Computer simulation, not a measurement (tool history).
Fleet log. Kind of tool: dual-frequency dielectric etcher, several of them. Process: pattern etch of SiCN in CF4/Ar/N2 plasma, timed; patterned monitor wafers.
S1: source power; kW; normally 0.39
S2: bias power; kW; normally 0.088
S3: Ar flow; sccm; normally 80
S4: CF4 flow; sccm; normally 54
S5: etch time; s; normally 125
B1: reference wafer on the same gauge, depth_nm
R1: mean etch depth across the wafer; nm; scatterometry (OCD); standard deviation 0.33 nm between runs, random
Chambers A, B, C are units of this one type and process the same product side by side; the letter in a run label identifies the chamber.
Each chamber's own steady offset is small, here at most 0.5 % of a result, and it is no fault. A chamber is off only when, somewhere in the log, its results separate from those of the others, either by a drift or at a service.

run 1B hour=4 | S1=0.39 S2=0.088 S3=80 S4=54 S5=125 | B1=100.93 | R1=101.48
run 2C hour=6.8 | S1=0.39 S2=0.088 S3=80 S4=54 S5=125 | B1=100.94 | R1=102.3
run 3A hour=9.6 | S1=0.39 S2=0.088 S3=80 S4=54 S5=125 | B1=100.97 | R1=101.4
run 4B hour=12.7 | S1=0.39 S2=0.088 S3=80 S4=54 S5=125 | B1=101 | R1=101.02
run 5C hour=17.4 | S1=0.39 S2=0.088 S3=95 S4=54 S5=125 | B1=101.01 | R1=99.188
run 6A hour=23 | S1=0.39 S2=0.088 S3=95 S4=54 S5=125 | B1=100.94 | R1=98.511
run 7B hour=27.8 | S1=0.39 S2=0.088 S3=95 S4=54 S5=125 | B1=100.91 | R1=98.103
run 8A hour=30.5 | S1=0.39 S2=0.088 S3=80 S4=54 S5=125 | B1=101.03 | R1=101.59
run 9C hour=35.7 | S1=0.39 S2=0.088 S3=80 S4=54 S5=125 | B1=100.98 | R1=101.72
run 10C hour=40.1 | S1=0.39 S2=0.088 S3=80 S4=54 S5=125 | B1=100.98 | R1=101.55
run 11A hour=45.6 | S1=0.39 S2=0.088 S3=80 S4=54 S5=125 | B1=100.98 | R1=102.01
run 12B hour=49.2 | S1=0.39 S2=0.088 S3=80 S4=54 S5=148 | B1=100.98 | R1=119.01
run 13C hour=54 | S1=0.39 S2=0.088 S3=80 S4=54 S5=148 | B1=101.01 | R1=120.96
run 14A hour=58.2 | S1=0.39 S2=0.088 S3=80 S4=54 S5=148 | B1=100.99 | R1=120.15
-- hour=59.3 chamber B: source power generator calibrated
run 15B hour=60.8 | S1=0.39 S2=0.088 S3=80 S4=54 S5=125 | B1=100.96 | R1=98.046
run 16B hour=66.3 | S1=0.39 S2=0.106 S3=80 S4=54 S5=125 | B1=100.94 | R1=105
run 17A hour=72.3 | S1=0.39 S2=0.106 S3=80 S4=54 S5=125 | B1=100.99 | R1=108.97
run 18C hour=77.4 | S1=0.39 S2=0.106 S3=80 S4=54 S5=125 | B1=100.92 | R1=109.36
run 19C hour=80.9 | S1=0.39 S2=0.088 S3=80 S4=54 S5=125 | B1=101.03 | R1=101.9
run 20B hour=85.6 | S1=0.39 S2=0.088 S3=80 S4=54 S5=125 | B1=101.05 | R1=97.79
run 21A hour=89.5 | S1=0.39 S2=0.088 S3=80 S4=54 S5=125 | B1=101 | R1=101.22
run 22C hour=94.6 | S1=0.39 S2=0.088 S3=80 S4=54 S5=125 | B1=101 | R1=101.79
run 23A hour=99.9 | S1=0.39 S2=0.088 S3=80 S4=54 S5=125 | B1=100.9 | R1=102.15
run 24B hour=104 | S1=0.39 S2=0.088 S3=80 S4=54 S5=125 | B1=101.1 | R1=98.379
run 25C hour=106.9 | S1=0.39 S2=0.088 S3=80 S4=54 S5=125 | B1=100.93 | R1=101.43
run 26B hour=110.3 | S1=0.39 S2=0.088 S3=80 S4=54 S5=125 | B1=100.96 | R1=97.816
run 27A hour=113.4 | S1=0.39 S2=0.088 S3=80 S4=54 S5=125 | B1=101.01 | R1=102.41
run 28A hour=117.4 | S1=0.39 S2=0.088 S3=80 S4=54 S5=125 | B1=100.98 | R1=101.66
-- hour=120.9 chamber A: CF4 flow controller replaced
run 29B hour=122.1 | S1=0.39 S2=0.088 S3=80 S4=54 S5=125 | B1=100.98 | R1=98.232
run 30C hour=126.6 | S1=0.39 S2=0.088 S3=80 S4=54 S5=125 | B1=101.03 | R1=101.73
run 31B hour=130.4 | S1=0.39 S2=0.088 S3=80 S4=54 S5=125 | B1=100.95 | R1=98.322
run 32C hour=136.5 | S1=0.39 S2=0.088 S3=80 S4=54 S5=125 | B1=100.98 | R1=101.36
run 33A hour=141.1 | S1=0.39 S2=0.088 S3=80 S4=54 S5=125 | B1=101.03 | R1=101.28
run 34B hour=146.8 | S1=0.39 S2=0.088 S3=80 S4=54 S5=125 | B1=100.99 | R1=98.95
run 35A hour=149.8 | S1=0.39 S2=0.088 S3=66 S4=54 S5=125 | B1=100.99 | R1=103.78
run 36C hour=154.9 | S1=0.39 S2=0.088 S3=66 S4=54 S5=125 | B1=101.02 | R1=104.4
run 37B hour=157.9 | S1=0.39 S2=0.088 S3=66 S4=54 S5=125 | B1=101.05 | R1=100.25
run 38A hour=163.9 | S1=0.39 S2=0.088 S3=80 S4=54 S5=125 | B1=101.05 | R1=101.62
run 39C hour=167.3 | S1=0.39 S2=0.088 S3=80 S4=54 S5=125 | B1=100.96 | R1=101.88

Is one chamber off against the others, does the gauge drift, or is nothing wrong? If a chamber is off, say which, and what the likeliest cause is.

A service left chamber B off against the others.
Most likely cause: source power that arrives under what is set, % = 3.05.

Here are 4 candidates for chamber B's next run, each the usual settings with a change, their results left as question marks. Which one brings its results back in line with what the others give on the usual settings?
A result is in line if it is within this distance of the other chambers' mean on the usual settings: R1 1.1 nm
run 40B-1 hour=171.7 | S1=0.39 S2=0.095 S3=80 S4=56 S5=125 | R1=?
run 40B-2 hour=171.7 | S1=0.39 S2=0.088 S3=80 S4=54 S5=123.5 | R1=?
run 40B-3 hour=171.7 | S1=0.39 S2=0.088 S3=80 S4=54 S5=126.5 | R1=?
run 40B-4 hour=171.7 | S1=0.39 S2=0.087 S3=80 S4=54 S5=121 | R1=?

Usual-settings mean across the other chambers: R1 101.71 nm
run=40B-1 R1=101.76
run=40B-2 R1=97.296
run=40B-3 R1=99.66
run=40B-4 R1=94.935
40B-1 brings the chamber back in line.

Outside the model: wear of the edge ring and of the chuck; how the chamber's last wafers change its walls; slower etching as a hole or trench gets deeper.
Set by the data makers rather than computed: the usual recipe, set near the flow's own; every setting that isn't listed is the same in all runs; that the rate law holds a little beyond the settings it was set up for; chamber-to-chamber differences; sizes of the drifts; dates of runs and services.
